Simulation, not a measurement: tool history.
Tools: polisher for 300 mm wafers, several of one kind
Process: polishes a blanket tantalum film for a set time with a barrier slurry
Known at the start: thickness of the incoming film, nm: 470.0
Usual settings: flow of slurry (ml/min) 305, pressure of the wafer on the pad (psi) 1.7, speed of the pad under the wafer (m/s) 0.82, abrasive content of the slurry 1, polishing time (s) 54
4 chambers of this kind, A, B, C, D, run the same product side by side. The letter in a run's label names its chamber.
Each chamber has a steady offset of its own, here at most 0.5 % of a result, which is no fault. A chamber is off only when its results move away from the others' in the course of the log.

run,day,flow of slurry (ml/min),pressure of the wafer on the pad (psi),speed of the pad under the wafer (m/s),abrasive content of the slurry,polishing time (s),wafers polished on this pad,hours since the slurry nozzle was cleaned,hours since the head pressure was calibrated,hours since the slurry blender was calibrated,film removed (angstrom)
1D,0.425,305,1.7,0.82,1,54,941,27.2,323.8,59,710.91
2B,0.842,305,1.7,0.82,1,54,1004,232.7,72,147,686.18
# day 1.217: chamber A: worn pad replaced by a new one
3A,1.362,305,1.7,0.82,1,54,30,544.6,75.3,129.5,686.59
# day 1.425: chamber B: worn pad replaced by a new one
4C,1.704,305,1.7,0.82,1,54,518,379.8,426.4,222.7,703.49
5A,1.988,305,1.7,0.82,1,54,158,559.6,90.3,144.5,693.84
6C,2.429,305,1.7,0.82,0.9,54,666,397.2,443.8,240.1,664.28
# day 2.6: chamber C: worn pad replaced by a new one
7D,2.688,305,1.7,0.82,0.9,54,1404,81.5,378.1,113.3,676.65
8B,2.958,305,1.7,0.82,0.9,54,314,283.5,122.8,197.8,671.99
# day 2.967: chamber D: worn pad replaced by a new one
9C,3.462,305,1.7,0.82,0.9,54,176,422,468.6,264.9,658.97
10D,3.742,305,1.7,0.82,1,54,159,106.8,403.4,138.6,691.83
# day 3.996: chamber A: slurry blender recalibrated
11B,4.279,305,1.7,0.96,1.25,54,584,315.2,154.5,229.5,871.11
# day 4.579: chamber A: worn pad replaced by a new one
12A,4.725,305,1.7,0.96,1.25,54,30,625.3,156,17.6,839.96
# day 4.921: chamber B: slurry blender recalibrated
13D,5.038,305,1.7,0.96,1.25,54,424,137.9,434.5,169.7,840.06
# day 5.542: chamber B: worn pad replaced by a new one
# day 5.546: chamber D: head pressure recalibrated
14C,5.571,305,1.7,0.96,1.25,54,608,472.6,519.2,315.5,850.47
15B,5.896,305,1.7,0.82,1,54,72,354,193.3,23.5,700.9
# day 6.071: chamber C: worn pad replaced by a new one
16A,6.292,305,1.7,0.68,0.75,54,350,662.9,193.6,55.2,534.92
17A,6.692,305,1.7,0.68,0.75,54,432,672.5,203.2,64.8,531.31
18C,6.983,305,1.7,0.68,0.75,54,187,506.5,553.1,349.4,527
19D,7.525,305,1.7,0.68,0.75,54,933,197.6,47.5,229.4,514.93
20B,8.004,305,1.7,0.82,1.25,54,504,404.6,243.9,74.1,755.41
# day 8.221: chamber A: worn pad replaced by a new one
21C,8.588,305,1.7,0.82,1.25,54,515,545,591.6,387.9,726.42
22A,9.062,305,1.7,0.82,1.25,54,172,729.4,260.1,121.7,724.57
# day 9.088: chamber B: slurry nozzle cleaned
# day 9.238: chamber C: worn pad replaced by a new one
23B,9.629,305,1.7,0.82,1.25,54,836,13,282.9,113.1,758.95
# day 9.888: chamber D: worn pad replaced by a new one
# day 9.892: chamber A: slurry nozzle cleaned
# day 10.192: chamber C: slurry blender recalibrated
24D,10.204,305,1.7,0.82,1,54,64,261.9,111.8,293.7,656.84
# day 10.475: chamber B: worn pad replaced by a new one
25B,10.567,305,1.7,0.82,1,54,18,35.5,305.4,135.6,711.58
# day 10.75: chamber A: slurry blender recalibrated
26C,10.883,305,1.7,0.82,1,54,336,600.1,646.7,16.7,699.82
27A,11.329,305,1.7,0.82,1,54,636,34.5,314.5,14,704.52
28D,11.65,305,1.7,0.82,1,54,360,296.6,146.5,328.4,652.92
29B,12.05,305,1.7,0.82,1,54,322,71.1,341,171.2,684.86
# day 12.062: chamber A: worn pad replaced by a new one
# day 12.225: chamber B: head pressure recalibrated
30C,12.496,305,1.7,0.82,1,54,666,638.8,685.4,55.4,680.11
31D,12.867,305,1.7,0.82,1,54,609,325.8,175.7,357.6,651.09
# day 13.083: chamber D: slurry nozzle cleaned
32A,13.188,305,1.7,0.82,1,54,230,79.1,359.1,58.6,690.69
# day 13.262: chamber C: worn pad replaced by a new one
33A,13.746,305,1.7,0.82,1,54,344,92.5,372.5,72,685.59
34B,14.05,305,1.7,0.82,1,54,731,119.1,43.8,219.2,688.91
35D,14.479,305,1.7,0.82,1,54,939,33.5,214.4,396.3,630.39
# day 14.929: chamber C: head pressure recalibrated
36C,15.042,395,1.7,0.82,1,67,364,699.9,2.8,116.5,880.14
# day 15.3: chamber B: worn pad replaced by a new one
# day 15.329: chamber A: worn pad replaced by a new one
37A,15.446,395,1.7,0.82,1,67,23,133.3,413.3,112.8,882.66
# day 15.512: chamber D: worn pad replaced by a new one
# day 15.779: chamber B: slurry blender recalibrated
38C,15.967,395,1.7,0.82,1,67,553,722.1,25,138.7,864.89
# day 16.404: chamber C: worn pad replaced by a new one
39D,16.45,395,1.7,0.82,1,67,192,80.8,261.7,443.6,788.91
40B,16.8,305,1.7,0.82,1,54,307,185.1,109.8,24.6,697.18
41D,17.292,305,1.7,0.82,1,54,364,101,281.9,463.8,626.93
# day 17.475: chamber C: slurry nozzle cleaned
42B,17.754,305,1.7,0.82,1.15,54,502,208,132.7,47.5,731.88
43C,18.133,305,1.7,0.82,1.15,54,354,15.8,77,190.7,708.92

What goes on in this fleet: one chamber off, a drifting gauge, or nothing beyond the chambers' own small offsets? Name the chamber and the cause, if any.

Chamber D drifts away from the others.
Cause: abrasive missing from the slurry, % = 30.8.

Here are 4 candidates for chamber D's next run, each the usual settings with a change, their results left as question marks. Which one brings its results back in line with what the others give on the usual settings?
In line means no further than this from the other chambers' mean on the usual settings: film removed (angstrom) 33
44D-1,18.546,305,1.7,0.74,0.95,54,,,,,?
44D-2,18.546,305,1.8,0.84,1,56,,,,,?
44D-3,18.546,305,1.7,0.8,1,53,,,,,?
44D-4,18.546,305,1.7,0.84,1,54,,,,,?

The other chambers' mean on the usual settings: film removed (angstrom) 694.75
run,film removed (angstrom)
44D-1,548.03
44D-2,695.62
44D-3,592.06
44D-4,633.21
44D-2 brings the chamber back in line.
